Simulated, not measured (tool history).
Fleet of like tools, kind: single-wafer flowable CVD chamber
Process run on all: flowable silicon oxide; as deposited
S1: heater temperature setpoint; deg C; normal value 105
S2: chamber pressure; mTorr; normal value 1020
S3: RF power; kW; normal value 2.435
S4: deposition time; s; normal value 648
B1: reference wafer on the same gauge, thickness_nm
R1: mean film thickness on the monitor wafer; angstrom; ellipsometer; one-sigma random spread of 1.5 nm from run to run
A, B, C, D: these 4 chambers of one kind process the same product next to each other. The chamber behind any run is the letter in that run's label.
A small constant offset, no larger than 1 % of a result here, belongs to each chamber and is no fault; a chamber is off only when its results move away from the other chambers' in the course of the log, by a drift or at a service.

run,hour,S1,S2,S3,S4,B1,R1
1D,9.5,105,1020,2.435,648,426.21,4696.2
2C,15.3,105,1020,2.435,648,425.75,4634.4
3B,20.8,105,1020,2.435,648,425.63,4616.4
4A,30.9,105,1020,2.435,648,425.56,4668
5A,39.3,105,1020,2.435,648,426.03,4638
6B,45.4,105,1020,2.435,607,426.09,4360
7D,52.9,105,1020,2.435,607,426.1,4403.8
8C,58.6,105,1020,2.435,607,425.79,4346.5
9D,68.6,105,1020,2.435,607,426.45,4390.5
10C,75.8,105,1020,2.435,648,425.96,4630.4
11B,85.8,105,1020,2.885,741,425.56,5417
12A,94.8,105,1020,2.885,741,426.09,5409.4
13A,105.1,105,1020,2.885,741,425.81,5422.7
14B,112.6,105,1020,2.885,741,426.06,5422.7
15C,121.3,105,1020,2.435,648,425.91,4649.5
16D,129.9,105,1020,2.435,648,426.2,4617.2
# hour 135.6: chamber B: capacitance manometer re-zeroed and calibrated
17C,136.6,105,1020,2.435,648,426.23,4626.8
18D,148,105,1020,2.645,602,425.89,4348.9
19A,156.9,105,1020,2.645,602,425.97,4352.2
20B,167.8,105,1020,2.645,602,425.99,4359.1
21A,177.2,105,1020,2.645,602,426.01,4375.7
22C,187.2,105,1020,2.435,648,426.09,4628.2
23D,193.9,105,1020,2.435,648,426.14,4562.8
24B,198.9,105,1020,2.435,648,425.83,4641.7
25D,206,105,1020,2.435,648,426.17,4557.2
26A,213.3,105,1020,2.435,648,425.77,4633.4
27C,219.5,105,1020,2.435,648,426.14,4592
28B,229.1,105,1020,2.435,648,426.07,4625.2
29C,234.6,105,1020,2.435,648,425.86,4659.7

Does one chamber stand apart from the rest, does the shared gauge drift, or is all well apart from small per-chamber offsets? Give the chamber and the most likely cause, where there is one.

Little by little, chamber D moves away from the other chambers.
Likeliest cause: true pressure below the setpoint (%) = 3.36.
Not necessarily distinguishable in this log from: wafer temperature above the value expected at the setpoint (K).

Below are 4 candidate recipes for chamber D's next run, each the usual settings with a change, their results shown as question marks. Which of them brings D's results back in line with what the other chambers give on the usual settings?
Allowed miss from the other chambers' usual-settings mean, per result, to count as in line: R1 51 angstrom
30D-1,242.7,105,1040,2.435,653,,?
30D-2,242.7,105,1000,2.435,648,,?
30D-3,242.7,105,1020,2.565,648,,?
30D-4,242.7,105,1010,2.435,648,,?

Usual-settings mean across the other chambers: R1 4635.6 angstrom
run,R1
30D-1,4643
30D-2,4396.2
30D-3,4535
30D-4,4448.8
The answer is 30D-1, which returns the chamber to within the allowed miss of the others.
